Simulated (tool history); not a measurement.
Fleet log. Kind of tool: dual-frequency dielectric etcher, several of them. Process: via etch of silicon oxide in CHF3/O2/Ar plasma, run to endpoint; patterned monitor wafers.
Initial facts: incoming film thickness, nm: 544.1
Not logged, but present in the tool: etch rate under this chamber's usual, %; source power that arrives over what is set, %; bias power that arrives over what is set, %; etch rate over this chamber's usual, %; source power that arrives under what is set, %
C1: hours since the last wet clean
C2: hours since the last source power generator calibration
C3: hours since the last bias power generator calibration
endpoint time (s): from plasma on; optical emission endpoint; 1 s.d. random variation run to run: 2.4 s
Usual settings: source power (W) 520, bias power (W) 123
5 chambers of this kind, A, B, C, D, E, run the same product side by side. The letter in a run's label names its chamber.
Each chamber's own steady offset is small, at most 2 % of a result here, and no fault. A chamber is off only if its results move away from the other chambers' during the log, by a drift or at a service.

{"run": "1E", "hour": 4.9, "source power (W)": 520, "bias power (W)": 123, "C1": 173.1, "C2": 375.5, "C3": 3664.6, "endpoint time (s)": 332.21}
{"run": "2B", "hour": 14.6, "source power (W)": 520, "bias power (W)": 123, "C1": 423.0, "C2": 839.7, "C3": 2039.7, "endpoint time (s)": 325.87}
{"run": "3D", "hour": 23.5, "source power (W)": 520, "bias power (W)": 123, "C1": 491.0, "C2": 2820.6, "C3": 1844.3, "endpoint time (s)": 328.07}
{"run": "4C", "hour": 30.8, "source power (W)": 520, "bias power (W)": 123, "C1": 454.7, "C2": 1937.0, "C3": 959.4, "endpoint time (s)": 324.05}
{"run": "5A", "hour": 36.4, "source power (W)": 520, "bias power (W)": 123, "C1": 162.7, "C2": 2094.5, "C3": 956.0, "endpoint time (s)": 334.04}
{"hour": 42.9, "done": "chamber D: bias power generator calibrated"}
{"run": "6D", "hour": 43.0, "source power (W)": 520, "bias power (W)": 123, "C1": 510.5, "C2": 2840.1, "C3": 0.2, "endpoint time (s)": 322.93}
{"run": "7E", "hour": 47.5, "source power (W)": 520, "bias power (W)": 123, "C1": 215.7, "C2": 418.1, "C3": 3707.2, "endpoint time (s)": 331.1}
{"run": "8A", "hour": 56.6, "source power (W)": 520, "bias power (W)": 123, "C1": 182.9, "C2": 2114.7, "C3": 976.2, "endpoint time (s)": 333.76}
{"run": "9C", "hour": 63.6, "source power (W)": 520, "bias power (W)": 123, "C1": 487.5, "C2": 1969.8, "C3": 992.2, "endpoint time (s)": 322.67}
{"run": "10B", "hour": 71.0, "source power (W)": 520, "bias power (W)": 123, "C1": 479.4, "C2": 896.1, "C3": 2096.1, "endpoint time (s)": 327.67}
{"run": "11A", "hour": 77.3, "source power (W)": 520, "bias power (W)": 123, "C1": 203.6, "C2": 2135.4, "C3": 996.9, "endpoint time (s)": 332.85}
{"run": "12B", "hour": 84.5, "source power (W)": 520, "bias power (W)": 123, "C1": 492.9, "C2": 909.6, "C3": 2109.6, "endpoint time (s)": 329.94}
{"hour": 84.8, "done": "chamber E: bias power generator calibrated"}
{"hour": 89.4, "done": "chamber B: wet clean of the chamber"}
{"run": "13C", "hour": 90.6, "source power (W)": 520, "bias power (W)": 123, "C1": 514.5, "C2": 1996.8, "C3": 1019.2, "endpoint time (s)": 323.04}
{"run": "14E", "hour": 96.5, "source power (W)": 520, "bias power (W)": 123, "C1": 264.7, "C2": 467.1, "C3": 11.8, "endpoint time (s)": 331.88}
{"run": "15D", "hour": 101.2, "source power (W)": 520, "bias power (W)": 123, "C1": 568.7, "C2": 2898.3, "C3": 58.4, "endpoint time (s)": 325.34}
{"run": "16B", "hour": 107.5, "source power (W)": 520, "bias power (W)": 123, "C1": 18.2, "C2": 932.6, "C3": 2132.6, "endpoint time (s)": 329.72}
{"hour": 110.0, "done": "chamber D: wet clean of the chamber"}
{"run": "17D", "hour": 113.4, "source power (W)": 520, "bias power (W)": 123, "C1": 3.4, "C2": 2910.5, "C3": 70.6, "endpoint time (s)": 326.46}
{"run": "18A", "hour": 117.7, "source power (W)": 520, "bias power (W)": 123, "C1": 244.0, "C2": 2175.8, "C3": 1037.3, "endpoint time (s)": 333.37}
{"run": "19C", "hour": 122.6, "source power (W)": 520, "bias power (W)": 123, "C1": 546.5, "C2": 2028.8, "C3": 1051.2, "endpoint time (s)": 326.88}
{"run": "20E", "hour": 131.2, "source power (W)": 520, "bias power (W)": 123, "C1": 299.4, "C2": 501.8, "C3": 46.5, "endpoint time (s)": 331.87}
{"run": "21A", "hour": 137.7, "source power (W)": 520, "bias power (W)": 123, "C1": 264.0, "C2": 2195.8, "C3": 1057.3, "endpoint time (s)": 332.77}
{"run": "22C", "hour": 142.9, "source power (W)": 520, "bias power (W)": 123, "C1": 566.8, "C2": 2049.1, "C3": 1071.5, "endpoint time (s)": 324.49}
{"run": "23B", "hour": 148.9, "source power (W)": 520, "bias power (W)": 123, "C1": 59.6, "C2": 974.0, "C3": 2174.0, "endpoint time (s)": 326.49}
{"run": "24E", "hour": 154.3, "source power (W)": 520, "bias power (W)": 123, "C1": 322.5, "C2": 524.9, "C3": 69.6, "endpoint time (s)": 330.02}
{"hour": 156.7, "done": "chamber C: wet clean of the chamber"}
{"run": "25D", "hour": 158.8, "source power (W)": 520, "bias power (W)": 123, "C1": 48.8, "C2": 2955.9, "C3": 116.0, "endpoint time (s)": 332.38}
{"run": "26E", "hour": 164.4, "source power (W)": 520, "bias power (W)": 123, "C1": 332.6, "C2": 535.0, "C3": 79.7, "endpoint time (s)": 332.78}
{"run": "27B", "hour": 172.2, "source power (W)": 520, "bias power (W)": 123, "C1": 82.9, "C2": 997.3, "C3": 2197.3, "endpoint time (s)": 326.27}
{"run": "28D", "hour": 177.2, "source power (W)": 520, "bias power (W)": 123, "C1": 67.2, "C2": 2974.3, "C3": 134.4, "endpoint time (s)": 328.91}
{"run": "29A", "hour": 183.2, "source power (W)": 520, "bias power (W)": 123, "C1": 309.5, "C2": 2241.3, "C3": 1102.8, "endpoint time (s)": 344.12}
{"run": "30C", "hour": 191.7, "source power (W)": 570, "bias power (W)": 141, "C1": 35.1, "C2": 2097.9, "C3": 1120.3, "endpoint time (s)": 296.45}
{"run": "31C", "hour": 197.7, "source power (W)": 570, "bias power (W)": 141, "C1": 41.1, "C2": 2103.9, "C3": 1126.3, "endpoint time (s)": 296.47}
{"run": "32A", "hour": 203.9, "source power (W)": 570, "bias power (W)": 141, "C1": 330.2, "C2": 2262.0, "C3": 1123.5, "endpoint time (s)": 316.92}
{"run": "33D", "hour": 212.0, "source power (W)": 570, "bias power (W)": 141, "C1": 102.0, "C2": 3009.1, "C3": 169.2, "endpoint time (s)": 302.92}
{"run": "34E", "hour": 218.8, "source power (W)": 570, "bias power (W)": 141, "C1": 387.0, "C2": 589.4, "C3": 134.1, "endpoint time (s)": 308.46}
{"run": "35B", "hour": 227.6, "source power (W)": 520, "bias power (W)": 123, "C1": 138.3, "C2": 1052.7, "C3": 2252.7, "endpoint time (s)": 328.18}
{"run": "36B", "hour": 237.3, "source power (W)": 520, "bias power (W)": 123, "C1": 148.0, "C2": 1062.4, "C3": 2262.4, "endpoint time (s)": 325.41}
{"run": "37D", "hour": 245.4, "source power (W)": 520, "bias power (W)": 123, "C1": 135.4, "C2": 3042.5, "C3": 202.6, "endpoint time (s)": 329.76}
{"run": "38C", "hour": 250.1, "source power (W)": 520, "bias power (W)": 123, "C1": 93.5, "C2": 2156.3, "C3": 1178.7, "endpoint time (s)": 326.31}
{"run": "39E", "hour": 254.8, "source power (W)": 520, "bias power (W)": 123, "C1": 423.0, "C2": 625.4, "C3": 170.1, "endpoint time (s)": 331.21}
{"run": "40A", "hour": 260.8, "source power (W)": 520, "bias power (W)": 123, "C1": 387.1, "C2": 2318.9, "C3": 1180.4, "endpoint time (s)": 350.13}

One chamber off, gauge drift, or nothing amiss beyond the chambers' own small offsets? If it is a chamber, which one, and what is the likeliest cause?

One chamber, A, drifts off from the rest bit by bit.
What lies behind it: etch rate under this chamber's usual, % = 5.53.

Chamber A could run next with any of the 4 candidate recipes listed below; each alters the usual settings, and their results appear as question marks. Which one brings its results back in line with what the other chambers deliver on the usual settings?
Counts as in line when no further than this from what the other chambers average on the usual settings: endpoint time (s) 8.40
{"run": "41A-1", "hour": 267.8, "source power (W)": 470, "bias power (W)": 113, "endpoint time (s)": "?"}
{"run": "41A-2", "hour": 267.8, "source power (W)": 500, "bias power (W)": 120, "endpoint time (s)": "?"}
{"run": "41A-3", "hour": 267.8, "source power (W)": 540, "bias power (W)": 126, "endpoint time (s)": "?"}
{"run": "41A-4", "hour": 267.8, "source power (W)": 610, "bias power (W)": 123, "endpoint time (s)": "?"}

Other chambers, usual settings, mean: endpoint time (s) 327.08
run=41A-1 endpoint_time_(s)=373.77
run=41A-2 endpoint_time_(s)=358.08
run=41A-3 endpoint_time_(s)=342.19
run=41A-4 endpoint_time_(s)=328.57
The answer is 41A-4, which returns the chamber to within the allowed miss of the others.

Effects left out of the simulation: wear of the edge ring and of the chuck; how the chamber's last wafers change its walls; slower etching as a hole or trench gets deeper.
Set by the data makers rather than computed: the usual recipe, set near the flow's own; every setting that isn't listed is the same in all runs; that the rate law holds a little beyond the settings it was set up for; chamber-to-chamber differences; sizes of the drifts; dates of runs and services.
